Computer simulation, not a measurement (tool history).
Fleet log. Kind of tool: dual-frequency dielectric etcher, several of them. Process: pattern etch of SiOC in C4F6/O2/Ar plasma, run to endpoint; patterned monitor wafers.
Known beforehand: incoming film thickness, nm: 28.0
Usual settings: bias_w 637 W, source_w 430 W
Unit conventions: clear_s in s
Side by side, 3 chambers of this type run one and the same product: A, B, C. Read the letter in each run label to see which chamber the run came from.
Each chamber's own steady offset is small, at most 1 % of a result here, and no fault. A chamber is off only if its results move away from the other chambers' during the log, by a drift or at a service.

run,hour,bias_w,source_w,clear_s
1A,9.2,637,430,8.4337
2C,21.4,637,430,8.3055
3B,29.4,637,430,8.1977
4B,41.8,637,430,8.2088
5C,49.7,637,430,8.3611
6A,58.2,637,430,8.4406
7C,69,637,430,8.3648
8A,81.4,637,430,8.443
9B,89.6,708,430,8.0521
10A,100.2,708,430,8.0862
# hour 109.9: chamber A: wet clean of the chamber
11B,111,708,430,8.0128
12C,120.7,513,430,9.0547
13C,128.8,513,430,9.1013
14A,142.5,513,430,9.118
15B,149.9,637,430,8.3677
16A,163,637,430,8.5465
# hour 164.7: chamber B: wet clean of the chamber
17C,173.4,637,430,8.3139
18B,180.2,637,430,8.3667
19B,187.4,792,430,7.5973
20A,194.5,792,430,7.7586
21C,204.1,792,430,7.7498
22B,215.9,637,430,8.2001
# hour 228.7: chamber C: wet clean of the chamber
23A,229.1,546,380,9.2672
24C,240.7,546,380,9.2338
# hour 249: chamber C: source power generator calibrated
25C,254.5,546,380,9.2534
26B,269,637,430,8.2957
27A,279.6,637,370,8.9656
28B,291.4,637,370,8.7563
29A,298.6,637,370,8.9166
30C,308.6,637,430,8.3812
31B,316.1,637,430,8.3671
32A,324.8,637,430,8.3801

What goes on in this fleet: one chamber off, a drifting gauge, or nothing beyond the chambers' own small offsets? Name the chamber and the cause, if any.

All chambers stay in line apart from their small fixed offsets, and the gauge does not drift.
